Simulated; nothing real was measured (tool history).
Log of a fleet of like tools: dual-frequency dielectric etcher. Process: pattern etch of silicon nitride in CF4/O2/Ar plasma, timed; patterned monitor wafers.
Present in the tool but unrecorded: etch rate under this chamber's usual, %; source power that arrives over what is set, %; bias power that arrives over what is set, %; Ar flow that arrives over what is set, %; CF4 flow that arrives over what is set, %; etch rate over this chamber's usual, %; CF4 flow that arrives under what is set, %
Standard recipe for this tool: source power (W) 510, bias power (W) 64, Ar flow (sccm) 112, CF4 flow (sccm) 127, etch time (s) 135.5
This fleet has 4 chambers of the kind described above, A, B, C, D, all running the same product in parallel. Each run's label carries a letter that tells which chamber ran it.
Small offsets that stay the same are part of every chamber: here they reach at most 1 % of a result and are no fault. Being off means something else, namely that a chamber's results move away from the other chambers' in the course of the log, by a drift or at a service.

run,day,source power (W),bias power (W),Ar flow (sccm),CF4 flow (sccm),etch time (s),hours since the last wet clean,hours since the last source power generator calibration,hours since the last bias power generator calibration,hours since the last Ar flow controller change,hours since the last CF4 flow controller change,"read-back reference wafer on the same gauge, depth_nm",mean etch depth across the wafer (Å)
1B,0.196,510,64,112,127,135.5,168.9,1037.8,2876.4,1988.7,1006.4,290.04,2915.9
2C,0.479,510,64,112,127,135.5,14,338.7,1733.7,302.5,615,290.03,2921.8
3A,0.821,510,64,112,127,135.5,416.9,331.8,471.9,2689,500.2,289.81,2898.7
4D,1.092,510,64,112,127,135.5,306,2120.2,2903.5,2565.5,2228.9,289.9,2910.3
5B,1.338,510,51,123,127,135.5,196.3,1065.2,2903.8,2016.1,1033.8,290.04,2647.6
6D,1.617,510,51,123,127,135.5,318.6,2132.8,2916.1,2578.1,2241.5,289.89,2629.2
7A,1.892,510,51,123,127,135.5,442.6,357.5,497.6,2714.7,525.9,290.02,2621.6
8C,2.088,510,51,123,127,135.5,52.6,377.3,1772.3,341.1,653.6,289.98,2655.2
9A,2.292,510,64,134,148,135.5,452.2,367.1,507.2,2724.3,535.5,290.08,2888.9
10D,2.642,510,64,134,148,135.5,343.2,2157.4,2940.7,2602.7,2266.1,290.07,2881.5
11C,2.921,510,64,134,148,135.5,72.6,397.3,1792.3,361.1,673.6,289.99,2917.5
12B,3.104,510,64,134,148,135.5,238.7,1107.6,2946.2,2058.5,1076.2,290.05,2885.3
13C,3.45,510,64,112,127,135.5,85.3,410,1805,373.8,686.3,290,2920.9
14A,3.754,510,64,112,127,135.5,487.3,402.2,542.3,2759.4,570.6,290.05,2892
15B,4.008,510,64,112,127,135.5,260.4,1129.3,2967.9,2080.2,1097.9,290.02,2923.8
16D,4.254,510,64,112,127,135.5,381.9,2196.1,2979.4,2641.4,2304.8,290.16,2914
17C,4.592,510,64,112,127,135.5,112.7,437.4,1832.4,401.2,713.7,289.99,2919.9
18B,4.933,510,50,102,127,135.5,282.6,1151.5,2990.1,2102.4,1120.1,290.19,2680.1
19A,5.225,510,50,102,127,135.5,522.6,437.5,577.6,2794.7,605.9,290.15,2665
20D,5.546,510,50,102,127,135.5,412.9,2227.1,3010.4,2672.4,2335.8,289.87,2673.4
21A,5.746,510,50,102,127,135.5,535.1,450,590.1,2807.2,618.4,290.06,2669.9
22D,6.046,510,64,112,127,135.5,424.9,2239.1,3022.4,2684.4,2347.8,289.96,2913.8
# day 6.179: chamber D: wet clean of the chamber
# day 6.233: chamber A: Ar flow controller replaced
23C,6.275,510,64,112,127,135.5,153.1,477.8,1872.8,441.6,754.1,290.03,2920.1
24B,6.633,510,64,112,127,135.5,323.4,1192.3,3030.9,2143.2,1160.9,289.92,2915.1
25B,6.8,510,64,112,127,135.5,327.4,1196.3,3034.9,2147.2,1164.9,290.01,2913.7
26D,7.112,510,64,112,127,135.5,22.4,2264.7,3048,2710,2373.4,289.95,2896.2
27A,7.288,510,64,112,127,135.5,572.1,487,627.1,25.4,655.4,289.87,2899.8
28C,7.529,510,64,112,127,135.5,183.2,507.9,1902.9,471.7,784.2,290.22,2922
29D,7.754,510,64,112,127,135.5,37.8,2280.1,3063.4,2725.4,2388.8,290.08,2894.5
30A,8.033,510,64,112,127,135.5,590,504.9,645,43.3,673.3,289.99,2891.8
31C,8.262,560,64,112,155,135.5,200.8,525.5,1920.5,489.3,801.8,290.18,3233.6
32B,8.588,560,64,112,155,135.5,370.3,1239.2,3077.8,2190.1,1207.8,289.96,3220.2
33A,8.95,560,64,112,155,135.5,612,526.9,667,65.3,695.3,289.96,3196.8

The same settings go to every chamber for the next run, one line per chamber below. Forecast the results for each:
34A,9.212,610,64,112,127,135.5,,,,,,,?
34B,9.212,610,64,112,127,135.5,,,,,,,?
34C,9.212,610,64,112,127,135.5,,,,,,,?
34D,9.212,610,64,112,127,135.5,,,,,,,?

run,mean etch depth across the wafer (Å)
34A,3356.5
34B,3402.5
34C,3412
34D,3388.9
